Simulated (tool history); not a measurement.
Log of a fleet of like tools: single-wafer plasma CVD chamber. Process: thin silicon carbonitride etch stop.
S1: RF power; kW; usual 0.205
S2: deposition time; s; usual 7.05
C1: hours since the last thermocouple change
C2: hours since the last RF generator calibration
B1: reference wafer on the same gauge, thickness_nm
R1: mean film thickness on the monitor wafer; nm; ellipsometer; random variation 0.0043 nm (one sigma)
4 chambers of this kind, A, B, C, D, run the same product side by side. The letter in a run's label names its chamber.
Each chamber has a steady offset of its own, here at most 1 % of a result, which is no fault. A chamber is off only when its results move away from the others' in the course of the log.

run    day     S1    S2      C1      C2      B1      R1
 1A  0.138  0.205  7.05   718.3   822.6  4.6201  4.0756
 2B  0.425  0.205  7.05   471.9   768.6  4.6187  4.0720
 3C  0.729  0.205  7.05   995.0  1581.5  4.6181  4.0475
 4D  0.988  0.205  7.05   778.5  1053.9  4.6182  4.0452
 5B  1.142  0.235  8.02   489.1   785.8  4.6165  4.8353
 6A  1.288  0.235  8.02   745.9   850.2  4.6164  4.8221
 7D  1.421  0.235  8.02   788.9  1064.3  4.6150  4.7876
 8C  1.654  0.235  8.02  1017.2  1603.7  4.6163  4.8029
 9B  1.792  0.205  7.05   504.7   801.4  4.6152  4.0687
10A  1.967  0.205  7.05   762.2   866.5  4.6141  4.0719
11D  2.133  0.205  7.05   806.0  1081.4  4.6147  4.0414
12C  2.304  0.235  7.98  1032.8  1619.3  4.6144  4.7787
13B  2.471  0.235  7.98   521.0   817.7  4.6134  4.7891
14D  2.725  0.235  7.98   820.2  1095.6  4.6111  4.7632
15A  3.012  0.235  7.98   787.3   891.6  4.6122  4.7910
16C  3.250  0.205  7.05  1055.5  1642.0  4.6101  4.0459
17D  3.450  0.205  7.05   837.6  1113.0  4.6103  4.0329
18A  3.750  0.205  7.05   805.0   909.3  4.6102  4.0576
     3.917  -- chamber B: RF generator calibrated
19C  3.929  0.205  7.05  1071.8  1658.3  4.6096  4.0430
20B  4.088  0.205  7.05   559.8     4.1  4.6081  4.0661
21C  4.333  0.205  7.05  1081.5  1668.0  4.6081  4.0455
22B  4.579  0.205  6.60   571.6    15.9  4.6083  3.8011
23D  4.775  0.205  6.60   869.4  1144.8  4.6076  3.7734
24A  4.938  0.205  6.60   833.5   937.8  4.6051  3.8095
25D  5.192  0.205  6.60   879.4  1154.8  4.6041  3.7819
26C  5.471  0.205  7.05  1108.8  1695.3  4.6054  4.0478
27A  5.675  0.205  8.14   851.2   955.5  4.6036  4.6931
28B  5.842  0.205  8.14   601.9    46.2  4.6044  4.6915
29A  6.033  0.205  8.14   859.8   964.1  4.6028  4.6842
30B  6.233  0.205  8.14   611.3    55.6  4.6030  4.6921
31D  6.508  0.205  7.05   911.0  1186.4  4.6007  4.0293
32C  6.646  0.205  7.05  1137.0  1723.5  4.6015  4.0287
33A  6.946  0.205  7.05   881.7   986.0  4.5990  4.0580

What goes on in this fleet: one chamber off, a drifting gauge, or nothing beyond the chambers' own small offsets? Name the chamber and the cause, if any.

The gauge drifts, so all chambers seem to drift together. No chamber is off.
Cause: gauge reads low (%) = 0.439.

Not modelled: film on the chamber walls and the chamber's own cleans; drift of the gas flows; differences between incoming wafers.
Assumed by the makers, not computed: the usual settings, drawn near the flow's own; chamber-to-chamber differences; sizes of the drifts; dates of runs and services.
